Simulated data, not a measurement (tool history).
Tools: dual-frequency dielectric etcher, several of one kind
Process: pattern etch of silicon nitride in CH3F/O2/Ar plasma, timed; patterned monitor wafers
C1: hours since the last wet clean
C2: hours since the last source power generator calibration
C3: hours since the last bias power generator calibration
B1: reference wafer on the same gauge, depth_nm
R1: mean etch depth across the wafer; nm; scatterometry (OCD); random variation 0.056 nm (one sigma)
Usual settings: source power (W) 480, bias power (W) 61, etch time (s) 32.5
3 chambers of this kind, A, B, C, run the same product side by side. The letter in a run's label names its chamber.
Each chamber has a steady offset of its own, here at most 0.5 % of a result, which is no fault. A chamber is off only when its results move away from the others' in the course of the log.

{"run": "1C", "hour": 9.1, "source power (W)": 480, "bias power (W)": 61, "etch time (s)": 32.5, "C1": 253.8, "C2": 274.1, "C3": 156, "B1": 23.406, "R1": 23.194}
{"run": "2B", "hour": 20.4, "source power (W)": 480, "bias power (W)": 61, "etch time (s)": 32.5, "C1": 219.1, "C2": 4278.5, "C3": 869.2, "B1": 23.396, "R1": 23.227}
{"run": "3A", "hour": 33.0, "source power (W)": 480, "bias power (W)": 61, "etch time (s)": 32.5, "C1": 81.4, "C2": 813.4, "C3": 2202.9, "B1": 23.385, "R1": 23.096}
{"run": "4A", "hour": 44.2, "source power (W)": 480, "bias power (W)": 61, "etch time (s)": 32.5, "C1": 92.6, "C2": 824.6, "C3": 2214.1, "B1": 23.413, "R1": 23.118}
{"run": "5B", "hour": 54.6, "source power (W)": 480, "bias power (W)": 61, "etch time (s)": 32.5, "C1": 253.3, "C2": 4312.7, "C3": 903.4, "B1": 23.399, "R1": 23.189}
{"run": "6C", "hour": 70.7, "source power (W)": 480, "bias power (W)": 61, "etch time (s)": 32.5, "C1": 315.4, "C2": 335.7, "C3": 217.6, "B1": 23.41, "R1": 23.119}
{"run": "7C", "hour": 79.3, "source power (W)": 480, "bias power (W)": 61, "etch time (s)": 32.5, "C1": 324, "C2": 344.3, "C3": 226.2, "B1": 23.384, "R1": 23.101}
{"run": "8B", "hour": 95.5, "source power (W)": 480, "bias power (W)": 61, "etch time (s)": 32.5, "C1": 294.2, "C2": 4353.6, "C3": 944.3, "B1": 23.397, "R1": 23.257}
{"run": "9A", "hour": 106.5, "source power (W)": 480, "bias power (W)": 61, "etch time (s)": 32.5, "C1": 154.9, "C2": 886.9, "C3": 2276.4, "B1": 23.396, "R1": 23.1}
{"run": "10C", "hour": 115.8, "source power (W)": 480, "bias power (W)": 61, "etch time (s)": 32.5, "C1": 360.5, "C2": 380.8, "C3": 262.7, "B1": 23.394, "R1": 23.199}
{"run": "11B", "hour": 125.1, "source power (W)": 480, "bias power (W)": 61, "etch time (s)": 32.5, "C1": 323.8, "C2": 4383.2, "C3": 973.9, "B1": 23.397, "R1": 23.187}
{"run": "12A", "hour": 132.6, "source power (W)": 480, "bias power (W)": 61, "etch time (s)": 32.5, "C1": 181, "C2": 913, "C3": 2302.5, "B1": 23.4, "R1": 23.065}
{"run": "13A", "hour": 148.6, "source power (W)": 480, "bias power (W)": 61, "etch time (s)": 32.5, "C1": 197, "C2": 929, "C3": 2318.5, "B1": 23.401, "R1": 23.015}
{"run": "14C", "hour": 162.3, "source power (W)": 480, "bias power (W)": 61, "etch time (s)": 32.5, "C1": 407, "C2": 427.3, "C3": 309.2, "B1": 23.384, "R1": 23.086}
{"run": "15B", "hour": 176.9, "source power (W)": 480, "bias power (W)": 61, "etch time (s)": 32.5, "C1": 375.6, "C2": 4435, "C3": 1025.7, "B1": 23.394, "R1": 23.353}
{"run": "16A", "hour": 186.0, "source power (W)": 480, "bias power (W)": 61, "etch time (s)": 32.5, "C1": 234.4, "C2": 966.4, "C3": 2355.9, "B1": 23.402, "R1": 23.018}
{"hour": 194.7, "done": "chamber C: wet clean of the chamber"}
{"run": "17C", "hour": 198.6, "source power (W)": 480, "bias power (W)": 61, "etch time (s)": 32.5, "C1": 4, "C2": 463.6, "C3": 345.5, "B1": 23.377, "R1": 23.519}
{"run": "18B", "hour": 208.6, "source power (W)": 480, "bias power (W)": 61, "etch time (s)": 32.5, "C1": 407.3, "C2": 4466.7, "C3": 1057.4, "B1": 23.401, "R1": 23.163}
{"run": "19C", "hour": 216.9, "source power (W)": 480, "bias power (W)": 61, "etch time (s)": 32.5, "C1": 22.3, "C2": 481.9, "C3": 363.8, "B1": 23.417, "R1": 23.587}
{"hour": 229.5, "done": "chamber B: wet clean of the chamber"}
{"run": "20A", "hour": 230.6, "source power (W)": 480, "bias power (W)": 61, "etch time (s)": 32.5, "C1": 279, "C2": 1011, "C3": 2400.5, "B1": 23.408, "R1": 23.17}
{"run": "21B", "hour": 242.8, "source power (W)": 480, "bias power (W)": 61, "etch time (s)": 26, "C1": 13.4, "C2": 4500.9, "C3": 1091.6, "B1": 23.409, "R1": 18.559}
{"run": "22C", "hour": 258.8, "source power (W)": 480, "bias power (W)": 61, "etch time (s)": 26, "C1": 64.2, "C2": 523.8, "C3": 405.7, "B1": 23.405, "R1": 18.799}
{"run": "23B", "hour": 270.6, "source power (W)": 480, "bias power (W)": 61, "etch time (s)": 26, "C1": 41.2, "C2": 4528.7, "C3": 1119.4, "B1": 23.387, "R1": 18.515}
{"run": "24A", "hour": 281.3, "source power (W)": 480, "bias power (W)": 61, "etch time (s)": 32.5, "C1": 329.7, "C2": 1061.7, "C3": 2451.2, "B1": 23.411, "R1": 23.14}
{"run": "25B", "hour": 291.0, "source power (W)": 480, "bias power (W)": 61, "etch time (s)": 32.5, "C1": 61.6, "C2": 4549.1, "C3": 1139.8, "B1": 23.406, "R1": 23.228}
{"run": "26C", "hour": 305.5, "source power (W)": 480, "bias power (W)": 61, "etch time (s)": 32.5, "C1": 110.9, "C2": 570.5, "C3": 452.4, "B1": 23.387, "R1": 23.541}
{"run": "27A", "hour": 321.0, "source power (W)": 530, "bias power (W)": 61, "etch time (s)": 32.5, "C1": 369.4, "C2": 1101.4, "C3": 2490.9, "B1": 23.398, "R1": 23.949}
{"run": "28B", "hour": 330.3, "source power (W)": 530, "bias power (W)": 61, "etch time (s)": 32.5, "C1": 100.9, "C2": 4588.4, "C3": 1179.1, "B1": 23.393, "R1": 24.01}
{"run": "29C", "hour": 340.2, "source power (W)": 530, "bias power (W)": 61, "etch time (s)": 32.5, "C1": 145.6, "C2": 605.2, "C3": 487.1, "B1": 23.417, "R1": 24.534}
{"run": "30A", "hour": 349.4, "source power (W)": 480, "bias power (W)": 61, "etch time (s)": 32.5, "C1": 397.8, "C2": 1129.8, "C3": 2519.3, "B1": 23.404, "R1": 23.092}
{"run": "31B", "hour": 359.8, "source power (W)": 480, "bias power (W)": 61, "etch time (s)": 32.5, "C1": 130.4, "C2": 4617.9, "C3": 1208.6, "B1": 23.405, "R1": 23.171}
{"run": "32A", "hour": 369.1, "source power (W)": 480, "bias power (W)": 61, "etch time (s)": 32.5, "C1": 417.5, "C2": 1149.5, "C3": 2539, "B1": 23.388, "R1": 22.964}
{"run": "33C", "hour": 377.4, "source power (W)": 480, "bias power (W)": 61, "etch time (s)": 32.5, "C1": 182.8, "C2": 642.4, "C3": 524.3, "B1": 23.388, "R1": 23.568}
{"run": "34C", "hour": 391.3, "source power (W)": 480, "bias power (W)": 61, "etch time (s)": 27, "C1": 196.7, "C2": 656.3, "C3": 538.2, "B1": 23.404, "R1": 19.513}
{"run": "35B", "hour": 407.1, "source power (W)": 480, "bias power (W)": 61, "etch time (s)": 27, "C1": 177.7, "C2": 4665.2, "C3": 1255.9, "B1": 23.402, "R1": 19.254}
{"run": "36A", "hour": 419.2, "source power (W)": 480, "bias power (W)": 61, "etch time (s)": 27, "C1": 467.6, "C2": 1199.6, "C3": 2589.1, "B1": 23.391, "R1": 19.199}

All 3 chambers run these settings next. Forecast each chamber's results:
{"run": "37A", "hour": 431.0, "source power (W)": 480, "bias power (W)": 61, "etch time (s)": 32.5, "R1": "?"}
{"run": "37B", "hour": 431.0, "source power (W)": 480, "bias power (W)": 61, "etch time (s)": 32.5, "R1": "?"}
{"run": "37C", "hour": 431.0, "source power (W)": 480, "bias power (W)": 61, "etch time (s)": 32.5, "R1": "?"}

run=37A R1=23.116
run=37B R1=23.08
run=37C R1=23.633
